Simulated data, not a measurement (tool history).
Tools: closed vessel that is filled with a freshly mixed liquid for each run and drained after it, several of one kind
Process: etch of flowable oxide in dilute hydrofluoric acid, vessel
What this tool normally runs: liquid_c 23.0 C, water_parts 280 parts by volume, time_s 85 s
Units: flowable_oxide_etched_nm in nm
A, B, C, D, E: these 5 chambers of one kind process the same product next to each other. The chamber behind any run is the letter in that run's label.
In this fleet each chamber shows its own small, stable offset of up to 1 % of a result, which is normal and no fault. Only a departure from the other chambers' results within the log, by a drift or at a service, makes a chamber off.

| run | hour | liquid_c | water_parts | time_s | read-back film thickness of the flowable oxide reference wafer, read on the same gauge (nm) | flowable_oxide_etched_nm |
|---|---|---|---|---|---|---|
| 1E | 7.5 | 23.0 | 280 | 85 | 100.020 | 5.5796 |
| 2A | 16.9 | 23.0 | 280 | 85 | 100.030 | 5.5478 |
| 3C | 24.9 | 23.0 | 280 | 85 | 99.983 | 5.5818 |
| 4D | 32.5 | 23.0 | 280 | 85 | 100.010 | 5.5415 |
| 5B | 39.3 | 23.0 | 280 | 110 | 100.010 | 7.1922 |
| 6E | 50.3 | 23.0 | 280 | 110 | 99.998 | 7.2525 |
| 7B | 63.0 | 23.0 | 280 | 110 | 100.000 | 7.2006 |
| 8A | 69.5 | 23.0 | 280 | 110 | 100.010 | 7.1586 |
| 9D | 79.7 | 23.0 | 280 | 110 | 100.020 | 7.1642 |
|  | 93.2 | chamber C: hydrofluoric acid flow meter replaced |
| 10C | 93.4 | 23.0 | 280 | 85 | 99.966 | 5.5394 |
| 11B | 107.6 | 23.0 | 280 | 85 | 100.010 | 5.5960 |
| 12D | 118.7 | 19.5 | 165 | 85 | 100.000 | 9.3025 |
| 13E | 126.9 | 19.5 | 165 | 85 | 100.020 | 9.2825 |
| 14A | 138.8 | 19.5 | 165 | 85 | 99.966 | 9.0685 |
| 15C | 148.1 | 19.5 | 165 | 85 | 99.974 | 9.1163 |
| 16D | 157.1 | 19.5 | 165 | 85 | 100.020 | 9.1746 |
| 17A | 163.7 | 21.0 | 325 | 85 | 100.000 | 4.2348 |
| 18C | 171.7 | 21.0 | 325 | 85 | 99.989 | 4.2221 |
| 19E | 182.3 | 21.0 | 325 | 85 | 100.010 | 4.3345 |
| 20B | 189.1 | 21.0 | 325 | 85 | 100.020 | 4.2865 |
| 21E | 197.8 | 21.0 | 325 | 85 | 100.010 | 4.3331 |
| 22D | 209.0 | 23.0 | 280 | 85 | 99.986 | 5.5402 |
|  | 210.2 | chamber B: thermometer replaced |
| 23C | 220.5 | 23.0 | 280 | 85 | 100.030 | 5.4159 |
| 24B | 233.1 | 25.0 | 200 | 85 | 100.000 | 9.2699 |
| 25A | 245.5 | 25.0 | 200 | 85 | 100.020 | 9.0078 |
| 26E | 253.8 | 25.0 | 200 | 85 | 99.954 | 9.1495 |
| 27D | 262.3 | 25.0 | 200 | 85 | 100.000 | 9.1240 |
|  | 272.5 | chamber B: hydrofluoric acid flow meter replaced |
| 28B | 275.4 | 25.0 | 200 | 85 | 100.020 | 9.2212 |
| 29A | 282.9 | 23.0 | 280 | 85 | 99.994 | 5.5067 |
| 30C | 290.8 | 23.0 | 280 | 85 | 100.030 | 5.3527 |
| 31D | 298.8 | 23.0 | 280 | 85 | 99.938 | 5.5569 |
| 32E | 311.8 | 23.0 | 280 | 85 | 100.010 | 5.6237 |
| 33A | 319.5 | 23.0 | 280 | 85 | 100.040 | 5.5552 |

The same settings go to every chamber for the next run, one line per chamber below. Forecast the results for each:
| 34A | 329.8 | 23.0 | 280 | 115 |  | ? |
| 34B | 329.8 | 23.0 | 280 | 115 |  | ? |
| 34C | 329.8 | 23.0 | 280 | 115 |  | ? |
| 34D | 329.8 | 23.0 | 280 | 115 |  | ? |
| 34E | 329.8 | 23.0 | 280 | 115 |  | ? |

| run | flowable_oxide_etched_nm |
|---|---|
| 34A | 7.4486 |
| 34B | 7.5705 |
| 34C | 7.2353 |
| 34D | 7.5418 |
| 34E | 7.6140 |
